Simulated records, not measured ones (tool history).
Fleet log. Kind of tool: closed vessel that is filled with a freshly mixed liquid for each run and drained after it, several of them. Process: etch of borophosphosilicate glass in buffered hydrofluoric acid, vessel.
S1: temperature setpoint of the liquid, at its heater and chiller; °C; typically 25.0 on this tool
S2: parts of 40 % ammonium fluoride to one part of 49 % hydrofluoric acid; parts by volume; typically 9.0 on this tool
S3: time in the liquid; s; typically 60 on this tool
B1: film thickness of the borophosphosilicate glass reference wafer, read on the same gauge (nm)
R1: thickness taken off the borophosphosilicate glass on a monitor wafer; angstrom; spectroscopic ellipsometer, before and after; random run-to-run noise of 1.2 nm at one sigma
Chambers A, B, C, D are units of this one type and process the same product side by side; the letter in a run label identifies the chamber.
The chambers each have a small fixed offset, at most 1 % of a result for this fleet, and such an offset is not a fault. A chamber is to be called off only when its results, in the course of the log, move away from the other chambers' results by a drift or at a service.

run   hour    S1    S2  S3      B1      R1
 1D    7.4  25.0   9.0  60  130.04  1862.7
 2B   20.6  25.0   9.0  60  130.01  1856.1
      20.8  -- chamber C: hydrofluoric acid flow meter replaced
 3C   30.9  25.0   9.0  60  129.98  1847.1
 4A   40.6  25.0   9.0  60  129.95  1834.2
 5D   47.2  25.0   9.0  60  129.99  1879.7
 6B   53.6  25.0   9.0  60  130.01  1874.1
 7C   66.8  25.0   9.0  60  129.95  1829.2
 8A   78.6  25.0   9.0  60  130.02  1849.2
 9A   88.3  25.0   9.0  60  130.03  1821.8
10D   95.8  25.0   9.0  60  130.01  1887.7
11C  110.1  25.0   9.0  60  129.99  1838.1
12B  117.8  25.0   9.0  60  129.97  1849.0
13A  130.7  25.0   9.0  60  130.00  1824.4
14B  143.2  25.0   9.0  60  129.97  1890.7
15C  156.7  25.0   9.0  60  130.01  1839.8
16D  169.6  25.0   9.0  60  130.03  1870.5
17C  177.5  25.0   9.0  60  130.01  1866.8
18D  188.8  25.0   9.0  60  129.98  1855.4
19A  203.0  29.5   9.0  60  130.00  2355.4
20B  213.1  29.5   9.0  60  130.01  2366.0
21B  226.8  29.5   9.0  60  130.01  2377.1
22A  237.1  29.5   9.0  60  130.01  2353.1
23C  249.5  25.0   9.0  60  130.04  1846.7
24D  260.7  25.0   9.0  60  130.03  1861.9
25D  270.5  25.0   9.0  60  130.02  1868.9
26A  282.3  25.0   9.0  60  130.00  1843.3
     288.4  -- chamber D: thermometer replaced
27C  293.3  25.0   9.0  60  130.02  1836.0
28B  305.4  25.0   9.0  60  130.00  1862.5
29A  316.1  25.0   9.0  60  129.94  1851.7
30C  323.8  25.0   9.0  60  130.03  1823.8
31B  333.3  21.5  10.0  60  129.98  1461.5
32D  344.7  21.5  10.0  60  129.93  1438.9
33D  353.9  21.5  10.0  60  129.97  1446.1
34C  363.2  21.5  10.0  60  130.00  1441.5
35B  374.8  25.0   9.0  60  129.98  1862.4
36A  381.4  25.0   9.0  60  129.99  1843.4
37D  394.9  25.0   9.0  60  129.98  1864.0
38B  403.3  25.0   9.0  60  129.99  1868.7
39C  415.5  25.0   9.0  60  129.99  1827.5
40A  427.9  25.0   9.0  60  130.02  1857.2
41C  440.3  25.0   9.0  60  129.97  1839.7
42B  450.8  25.0   9.0  60  130.00  1878.4
43D  462.2  21.5  12.0  60  130.04  1202.2

What goes on in this fleet: one chamber off, a drifting gauge, or nothing beyond the chambers' own small offsets? Name the chamber and the cause, if any.

The fleet is healthy, with each chamber sitting at its usual small offset and no drift in the gauge.

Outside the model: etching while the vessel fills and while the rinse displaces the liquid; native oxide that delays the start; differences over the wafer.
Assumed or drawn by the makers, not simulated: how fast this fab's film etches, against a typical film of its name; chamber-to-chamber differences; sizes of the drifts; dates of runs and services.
